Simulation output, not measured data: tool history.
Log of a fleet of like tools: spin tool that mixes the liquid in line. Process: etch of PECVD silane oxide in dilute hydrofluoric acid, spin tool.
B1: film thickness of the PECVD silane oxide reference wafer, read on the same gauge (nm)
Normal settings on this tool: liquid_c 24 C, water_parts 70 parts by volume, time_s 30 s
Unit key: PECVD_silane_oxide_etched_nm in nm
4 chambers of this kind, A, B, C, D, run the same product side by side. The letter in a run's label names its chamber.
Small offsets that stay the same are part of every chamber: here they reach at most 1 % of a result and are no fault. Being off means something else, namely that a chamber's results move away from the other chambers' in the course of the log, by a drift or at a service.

{"run": "1B", "hour": 2.7, "liquid_c": 24, "water_parts": 70, "time_s": 30, "B1": 99.995, "PECVD_silane_oxide_etched_nm": 22.284}
{"run": "2A", "hour": 6.5, "liquid_c": 24, "water_parts": 70, "time_s": 30, "B1": 100.03, "PECVD_silane_oxide_etched_nm": 22.079}
{"run": "3D", "hour": 9.7, "liquid_c": 24, "water_parts": 70, "time_s": 30, "B1": 100.01, "PECVD_silane_oxide_etched_nm": 22.26}
{"run": "4C", "hour": 13.9, "liquid_c": 24, "water_parts": 70, "time_s": 30, "B1": 100.02, "PECVD_silane_oxide_etched_nm": 22.225}
{"run": "5D", "hour": 17.9, "liquid_c": 24, "water_parts": 70, "time_s": 30, "B1": 100.01, "PECVD_silane_oxide_etched_nm": 22.224}
{"run": "6A", "hour": 22.3, "liquid_c": 24, "water_parts": 70, "time_s": 30, "B1": 100.01, "PECVD_silane_oxide_etched_nm": 22.352}
{"run": "7B", "hour": 25.4, "liquid_c": 21, "water_parts": 70, "time_s": 35, "B1": 100.01, "PECVD_silane_oxide_etched_nm": 23.036}
{"run": "8C", "hour": 29.4, "liquid_c": 21, "water_parts": 70, "time_s": 35, "B1": 99.989, "PECVD_silane_oxide_etched_nm": 23.182}
{"run": "9B", "hour": 32.3, "liquid_c": 21, "water_parts": 70, "time_s": 35, "B1": 100.03, "PECVD_silane_oxide_etched_nm": 22.931}
{"run": "10D", "hour": 36.6, "liquid_c": 21, "water_parts": 70, "time_s": 35, "B1": 99.991, "PECVD_silane_oxide_etched_nm": 23.088}
{"run": "11C", "hour": 39.9, "liquid_c": 24, "water_parts": 70, "time_s": 30, "B1": 99.973, "PECVD_silane_oxide_etched_nm": 22.137}
{"run": "12A", "hour": 43.1, "liquid_c": 24, "water_parts": 70, "time_s": 30, "B1": 99.994, "PECVD_silane_oxide_etched_nm": 22.324}
{"run": "13B", "hour": 47.7, "liquid_c": 24, "water_parts": 70, "time_s": 30, "B1": 100, "PECVD_silane_oxide_etched_nm": 22.246}
{"run": "14A", "hour": 52.1, "liquid_c": 24, "water_parts": 70, "time_s": 30, "B1": 100.02, "PECVD_silane_oxide_etched_nm": 22.551}
{"run": "15D", "hour": 56.5, "liquid_c": 24, "water_parts": 70, "time_s": 30, "B1": 99.998, "PECVD_silane_oxide_etched_nm": 22.356}
{"run": "16C", "hour": 59.2, "liquid_c": 24, "water_parts": 70, "time_s": 30, "B1": 99.986, "PECVD_silane_oxide_etched_nm": 22.339}
{"run": "17B", "hour": 63.1, "liquid_c": 24, "water_parts": 70, "time_s": 30, "B1": 99.973, "PECVD_silane_oxide_etched_nm": 22.241}
{"run": "18D", "hour": 67.5, "liquid_c": 24, "water_parts": 70, "time_s": 30, "B1": 99.98, "PECVD_silane_oxide_etched_nm": 22.387}
{"run": "19C", "hour": 70.2, "liquid_c": 24, "water_parts": 70, "time_s": 30, "B1": 100.02, "PECVD_silane_oxide_etched_nm": 22.086}
{"run": "20A", "hour": 74.8, "liquid_c": 24, "water_parts": 70, "time_s": 30, "B1": 99.991, "PECVD_silane_oxide_etched_nm": 22.437}
{"run": "21A", "hour": 79.3, "liquid_c": 24, "water_parts": 70, "time_s": 30, "B1": 99.998, "PECVD_silane_oxide_etched_nm": 22.478}
{"run": "22B", "hour": 82.9, "liquid_c": 24, "water_parts": 70, "time_s": 30, "B1": 99.984, "PECVD_silane_oxide_etched_nm": 22.333}
{"run": "23C", "hour": 87.0, "liquid_c": 24, "water_parts": 70, "time_s": 30, "B1": 100, "PECVD_silane_oxide_etched_nm": 22.208}
{"run": "24D", "hour": 89.2, "liquid_c": 24, "water_parts": 70, "time_s": 30, "B1": 100.01, "PECVD_silane_oxide_etched_nm": 22.395}
{"run": "25A", "hour": 91.9, "liquid_c": 24, "water_parts": 70, "time_s": 30, "B1": 100, "PECVD_silane_oxide_etched_nm": 22.504}
{"run": "26B", "hour": 94.5, "liquid_c": 24, "water_parts": 70, "time_s": 30, "B1": 100, "PECVD_silane_oxide_etched_nm": 22.276}
{"run": "27D", "hour": 97.9, "liquid_c": 24, "water_parts": 70, "time_s": 30, "B1": 99.979, "PECVD_silane_oxide_etched_nm": 22.45}
{"run": "28C", "hour": 102.5, "liquid_c": 24, "water_parts": 70, "time_s": 30, "B1": 99.999, "PECVD_silane_oxide_etched_nm": 22.054}
{"run": "29A", "hour": 105.3, "liquid_c": 24, "water_parts": 70, "time_s": 30, "B1": 99.992, "PECVD_silane_oxide_etched_nm": 22.634}
{"run": "30B", "hour": 107.5, "liquid_c": 24, "water_parts": 70, "time_s": 30, "B1": 99.98, "PECVD_silane_oxide_etched_nm": 22.3}

All 4 chambers run these settings next. Forecast each chamber's results:
{"run": "31A", "hour": 110.9, "liquid_c": 20.5, "water_parts": 70, "time_s": 30, "PECVD_silane_oxide_etched_nm": "?"}
{"run": "31B", "hour": 110.9, "liquid_c": 20.5, "water_parts": 70, "time_s": 30, "PECVD_silane_oxide_etched_nm": "?"}
{"run": "31C", "hour": 110.9, "liquid_c": 20.5, "water_parts": 70, "time_s": 30, "PECVD_silane_oxide_etched_nm": "?"}
{"run": "31D", "hour": 110.9, "liquid_c": 20.5, "water_parts": 70, "time_s": 30, "PECVD_silane_oxide_etched_nm": "?"}

run=31A PECVD_silane_oxide_etched_nm=19.509
run=31B PECVD_silane_oxide_etched_nm=19.462
run=31C PECVD_silane_oxide_etched_nm=19.347
run=31D PECVD_silane_oxide_etched_nm=19.487

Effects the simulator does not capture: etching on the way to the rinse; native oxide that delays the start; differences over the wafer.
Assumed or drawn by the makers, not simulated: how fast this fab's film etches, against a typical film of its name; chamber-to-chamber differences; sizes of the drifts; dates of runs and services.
